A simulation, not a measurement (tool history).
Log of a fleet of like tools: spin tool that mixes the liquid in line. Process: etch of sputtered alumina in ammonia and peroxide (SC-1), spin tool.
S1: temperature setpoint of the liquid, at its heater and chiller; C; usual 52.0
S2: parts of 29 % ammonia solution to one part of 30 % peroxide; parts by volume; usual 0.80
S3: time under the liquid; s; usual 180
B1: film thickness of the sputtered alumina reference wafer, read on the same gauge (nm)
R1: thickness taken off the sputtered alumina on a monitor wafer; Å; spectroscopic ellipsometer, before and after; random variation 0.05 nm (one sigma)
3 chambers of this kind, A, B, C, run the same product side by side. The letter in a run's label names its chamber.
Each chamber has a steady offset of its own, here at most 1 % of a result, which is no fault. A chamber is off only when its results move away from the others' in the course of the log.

{"run": "1C", "hour": 13.3, "S1": 52.0, "S2": 0.8, "S3": 180, "B1": 59.995, "R1": 143.53}
{"run": "2A", "hour": 28.7, "S1": 52.0, "S2": 0.8, "S3": 180, "B1": 60.025, "R1": 144.47}
{"run": "3B", "hour": 43.2, "S1": 52.0, "S2": 0.8, "S3": 180, "B1": 60.01, "R1": 145.16}
{"run": "4B", "hour": 56.7, "S1": 52.0, "S2": 0.8, "S3": 180, "B1": 59.998, "R1": 144.88}
{"run": "5C", "hour": 65.3, "S1": 52.0, "S2": 0.8, "S3": 180, "B1": 60.003, "R1": 142.35}
{"hour": 69.2, "done": "chamber A: new drum of ammonia solution connected"}
{"run": "6A", "hour": 78.3, "S1": 52.0, "S2": 0.8, "S3": 180, "B1": 59.974, "R1": 144.19}
{"run": "7C", "hour": 87.6, "S1": 46.5, "S2": 0.5, "S3": 180, "B1": 59.986, "R1": 99.582}
{"run": "8A", "hour": 102.6, "S1": 46.5, "S2": 0.5, "S3": 180, "B1": 60.015, "R1": 101.13}
{"run": "9B", "hour": 112.4, "S1": 46.5, "S2": 0.5, "S3": 180, "B1": 60.009, "R1": 101.6}
{"hour": 113.9, "done": "chamber C: new drum of ammonia solution connected"}
{"run": "10A", "hour": 122.8, "S1": 52.0, "S2": 0.8, "S3": 180, "B1": 60.017, "R1": 144.9}
{"hour": 133.0, "done": "chamber B: thermometer replaced"}
{"run": "11C", "hour": 138.0, "S1": 52.0, "S2": 0.8, "S3": 180, "B1": 59.972, "R1": 143.24}
{"hour": 140.7, "done": "chamber B: new drum of ammonia solution connected"}
{"run": "12B", "hour": 147.6, "S1": 52.0, "S2": 0.8, "S3": 180, "B1": 60.05, "R1": 144.55}
{"run": "13B", "hour": 161.2, "S1": 52.0, "S2": 0.8, "S3": 180, "B1": 60.009, "R1": 144.71}
{"run": "14A", "hour": 172.6, "S1": 59.0, "S2": 0.8, "S3": 180, "B1": 59.99, "R1": 208.82}
{"run": "15C", "hour": 182.4, "S1": 59.0, "S2": 0.8, "S3": 180, "B1": 60.01, "R1": 207.85}
{"run": "16B", "hour": 196.7, "S1": 59.0, "S2": 0.8, "S3": 180, "B1": 59.994, "R1": 210.67}
{"run": "17C", "hour": 207.7, "S1": 52.0, "S2": 0.8, "S3": 180, "B1": 59.995, "R1": 141.95}
{"run": "18A", "hour": 216.3, "S1": 52.0, "S2": 0.8, "S3": 180, "B1": 60.01, "R1": 144.76}
{"run": "19A", "hour": 226.1, "S1": 52.0, "S2": 0.8, "S3": 180, "B1": 59.985, "R1": 143.92}
{"run": "20B", "hour": 239.4, "S1": 52.0, "S2": 0.8, "S3": 180, "B1": 60.003, "R1": 145.14}
{"run": "21C", "hour": 249.2, "S1": 52.0, "S2": 0.8, "S3": 180, "B1": 59.985, "R1": 143.14}
{"run": "22B", "hour": 257.6, "S1": 52.0, "S2": 0.8, "S3": 180, "B1": 60.017, "R1": 144.53}
{"run": "23A", "hour": 267.2, "S1": 52.0, "S2": 0.8, "S3": 180, "B1": 59.983, "R1": 142.6}
{"hour": 274.2, "done": "chamber C: heated supply line repaired"}
{"run": "24C", "hour": 281.1, "S1": 52.0, "S2": 0.8, "S3": 180, "B1": 60.011, "R1": 142.37}
{"hour": 285.9, "done": "chamber A: new drum of ammonia solution connected"}
{"run": "25A", "hour": 287.8, "S1": 52.0, "S2": 0.8, "S3": 180, "B1": 60.016, "R1": 142.35}
{"hour": 292.6, "done": "chamber A: heated supply line repaired"}
{"run": "26C", "hour": 296.5, "S1": 52.0, "S2": 0.8, "S3": 180, "B1": 59.965, "R1": 143.24}
{"run": "27B", "hour": 304.5, "S1": 52.0, "S2": 0.8, "S3": 180, "B1": 59.976, "R1": 144.46}
{"run": "28B", "hour": 316.8, "S1": 52.0, "S2": 0.8, "S3": 180, "B1": 59.978, "R1": 143.65}
{"run": "29C", "hour": 325.0, "S1": 52.0, "S2": 1.0, "S3": 95, "B1": 59.98, "R1": 77.151}
{"run": "30A", "hour": 340.2, "S1": 52.0, "S2": 1.0, "S3": 95, "B1": 60.01, "R1": 75.845}
{"run": "31A", "hour": 355.1, "S1": 52.0, "S2": 1.0, "S3": 95, "B1": 59.996, "R1": 76.002}
{"run": "32C", "hour": 363.4, "S1": 52.0, "S2": 0.8, "S3": 180, "B1": 59.995, "R1": 143.28}
{"hour": 365.2, "done": "chamber C: new drum of ammonia solution connected"}
{"run": "33B", "hour": 371.1, "S1": 56.0, "S2": 0.45, "S3": 180, "B1": 59.99, "R1": 169.09}
{"run": "34C", "hour": 380.8, "S1": 56.0, "S2": 0.45, "S3": 180, "B1": 60.003, "R1": 168.51}
{"run": "35B", "hour": 388.3, "S1": 56.0, "S2": 0.45, "S3": 180, "B1": 60.002, "R1": 169.49}
{"run": "36A", "hour": 396.1, "S1": 52.0, "S2": 0.8, "S3": 180, "B1": 59.99, "R1": 140.69}
{"run": "37A", "hour": 411.1, "S1": 52.0, "S2": 0.8, "S3": 180, "B1": 60.001, "R1": 140.2}
{"run": "38B", "hour": 419.9, "S1": 52.0, "S2": 0.8, "S3": 180, "B1": 59.976, "R1": 143.16}
{"run": "39C", "hour": 428.4, "S1": 52.0, "S2": 0.8, "S3": 180, "B1": 60.01, "R1": 143.33}
{"run": "40A", "hour": 440.2, "S1": 52.0, "S2": 0.95, "S3": 265, "B1": 59.991, "R1": 211.08}
{"run": "41C", "hour": 450.7, "S1": 52.0, "S2": 0.95, "S3": 265, "B1": 59.998, "R1": 214.06}
{"run": "42B", "hour": 459.9, "S1": 52.0, "S2": 0.95, "S3": 265, "B1": 60.026, "R1": 217.09}
{"run": "43B", "hour": 473.8, "S1": 52.0, "S2": 0.8, "S3": 180, "B1": 59.986, "R1": 144.8}

Is one chamber off against the others, does the gauge drift, or is nothing wrong? If a chamber is off, say which, and what the likeliest cause is.

Chamber A drifts away from the others.
Cause: liquid colder than its thermometer reads (K) = 0.59.

Here are 4 candidates for chamber A's next run, each the usual settings with a change, their results left as question marks. Which one brings its results back in line with what the others give on the usual settings?
In line means no further than this from the other chambers' mean on the usual settings: R1 1.800 Å
{"run": "44A-1", "hour": 485.0, "S1": 52.0, "S2": 0.55, "S3": 180, "R1": "?"}
{"run": "44A-2", "hour": 485.0, "S1": 52.0, "S2": 0.75, "S3": 180, "R1": "?"}
{"run": "44A-3", "hour": 485.0, "S1": 52.0, "S2": 1.1, "S3": 180, "R1": "?"}
{"run": "44A-4", "hour": 485.0, "S1": 52.0, "S2": 0.85, "S3": 180, "R1": "?"}

The other chambers' mean on the usual settings: R1 143.700 Å
run=44A-1 R1=134.370
run=44A-2 R1=138.320
run=44A-3 R1=143.390
run=44A-4 R1=139.950
44A-3 brings the chamber back in line.
